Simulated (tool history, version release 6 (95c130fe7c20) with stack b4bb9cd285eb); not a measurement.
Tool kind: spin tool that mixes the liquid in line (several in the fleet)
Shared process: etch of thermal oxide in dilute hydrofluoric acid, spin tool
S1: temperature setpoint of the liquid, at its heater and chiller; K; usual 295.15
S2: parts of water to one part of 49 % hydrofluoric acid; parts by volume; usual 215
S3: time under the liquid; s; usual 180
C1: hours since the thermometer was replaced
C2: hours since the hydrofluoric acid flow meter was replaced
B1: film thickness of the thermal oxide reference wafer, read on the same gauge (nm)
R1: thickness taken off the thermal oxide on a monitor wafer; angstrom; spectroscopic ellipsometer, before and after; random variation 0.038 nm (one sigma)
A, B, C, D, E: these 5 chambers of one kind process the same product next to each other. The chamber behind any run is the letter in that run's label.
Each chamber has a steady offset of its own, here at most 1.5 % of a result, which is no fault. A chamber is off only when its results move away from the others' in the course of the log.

Run 1A, hour 2.6: usual settings; C1 2386.9; C2 691.8; B1 69.977. Result: R1 32.395 angstrom.
Run 2E, hour 6.0: usual settings; C1 524.9; C2 304.9; B1 70.031. Result: R1 32.240 angstrom.
Run 3C, hour 8.2: usual settings; C1 329.1; C2 402.6; B1 70.002. Result: R1 31.943 angstrom.
Run 4D, hour 11.1: usual settings; C1 109.0; C2 174.0; B1 69.996. Result: R1 31.736 angstrom.
Run 5B, hour 15.2: usual settings but S2 255 parts by volume; C1 521.1; C2 649.2; B1 70.000. Result: R1 25.730 angstrom.
Run 6E, hour 18.4: usual settings but S2 255 parts by volume; C1 537.3; C2 317.3; B1 69.970. Result: R1 26.098 angstrom.
Run 7C, hour 20.5: usual settings but S2 255 parts by volume; C1 341.4; C2 414.9; B1 70.018. Result: R1 25.510 angstrom.
Run 8B, hour 25.3: usual settings but S2 255 parts by volume; C1 531.2; C2 659.3; B1 70.033. Result: R1 25.621 angstrom.
Run 9D, hour 29.8: usual settings but S2 255 parts by volume; C1 127.7; C2 192.7; B1 70.017. Result: R1 26.060 angstrom.
Run 10A, hour 32.8: usual settings; C1 2417.1; C2 722.0; B1 69.986. Result: R1 31.692 angstrom.
Run 11A, hour 37.2: usual settings; C1 2421.5; C2 726.4; B1 69.997. Result: R1 32.284 angstrom.
Run 12B, hour 40.2: usual settings; C1 546.1; C2 674.2; B1 69.980. Result: R1 31.247 angstrom.
Run 13E, hour 42.6: usual settings; C1 561.5; C2 341.5; B1 69.989. Result: R1 31.430 angstrom.
Run 14C, hour 45.2: usual settings; C1 366.1; C2 439.6; B1 70.015. Result: R1 31.487 angstrom.
Run 15D, hour 47.5: usual settings but S2 300 parts by volume, S3 140 s; C1 145.4; C2 210.4; B1 69.974. Result: R1 16.056 angstrom.
Run 16A, hour 52.2: usual settings but S2 300 parts by volume, S3 140 s; C1 2436.5; C2 741.4; B1 69.993. Result: R1 16.206 angstrom.
Run 17E, hour 55.4: usual settings but S2 300 parts by volume, S3 140 s; C1 574.3; C2 354.3; B1 70.022. Result: R1 16.220 angstrom.
Run 18C, hour 57.5: usual settings but S2 300 parts by volume, S3 140 s; C1 378.4; C2 451.9; B1 70.003. Result: R1 16.365 angstrom.
Run 19B, hour 61.7: usual settings but S2 300 parts by volume, S3 140 s; C1 567.6; C2 695.7; B1 70.013. Result: R1 15.393 angstrom.
Run 20D, hour 65.2: usual settings; C1 163.1; C2 228.1; B1 69.987. Result: R1 32.115 angstrom.
Run 21E, hour 69.7: usual settings; C1 588.6; C2 368.6; B1 70.003. Result: R1 31.979 angstrom.
Run 22B, hour 72.4: usual settings; C1 578.3; C2 706.4; B1 69.986. Result: R1 30.408 angstrom.
Run 23A, hour 75.0: usual settings; C1 2459.3; C2 764.2; B1 70.008. Result: R1 32.204 angstrom.
Run 24D, hour 77.7: usual settings; C1 175.6; C2 240.6; B1 69.983. Result: R1 31.413 angstrom.
Run 25C, hour 82.4: usual settings; C1 403.3; C2 476.8; B1 70.020. Result: R1 32.258 angstrom.
Run 26E, hour 84.8: usual settings but S2 255 parts by volume; C1 603.7; C2 383.7; B1 70.005. Result: R1 25.565 angstrom.
Run 27D, hour 88.2: usual settings but S2 255 parts by volume; C1 186.1; C2 251.1; B1 70.011. Result: R1 25.766 angstrom.
Run 28B, hour 91.5: usual settings but S2 255 parts by volume; C1 597.4; C2 725.5; B1 70.023. Result: R1 23.425 angstrom.
Run 29C, hour 95.9: usual settings but S2 255 parts by volume; C1 416.8; C2 490.3; B1 69.980. Result: R1 25.549 angstrom.
Run 30A, hour 100.2: usual settings but S2 255 parts by volume; C1 2484.5; C2 789.4; B1 69.980. Result: R1 25.821 angstrom.
Run 31A, hour 104.2: usual settings but S1 298.15 K, S2 285 parts by volume; C1 2488.5; C2 793.4; B1 70.023. Result: R1 25.233 angstrom.
Run 32C, hour 107.8: usual settings but S1 298.15 K, S2 285 parts by volume; C1 428.7; C2 502.2; B1 69.989. Result: R1 24.986 angstrom.

All 5 chambers run these settings next. Forecast each chamber's results:
Run 33A, hour 111.2: usual settings. Result: R1 ?.
Run 33B, hour 111.2: usual settings. Result: R1 ?.
Run 33C, hour 111.2: usual settings. Result: R1 ?.
Run 33D, hour 111.2: usual settings. Result: R1 ?.
Run 33E, hour 111.2: usual settings. Result: R1 ?.

run      R1
33A  32.167
33B  28.081
33C  32.143
33D  31.216
33E  31.645

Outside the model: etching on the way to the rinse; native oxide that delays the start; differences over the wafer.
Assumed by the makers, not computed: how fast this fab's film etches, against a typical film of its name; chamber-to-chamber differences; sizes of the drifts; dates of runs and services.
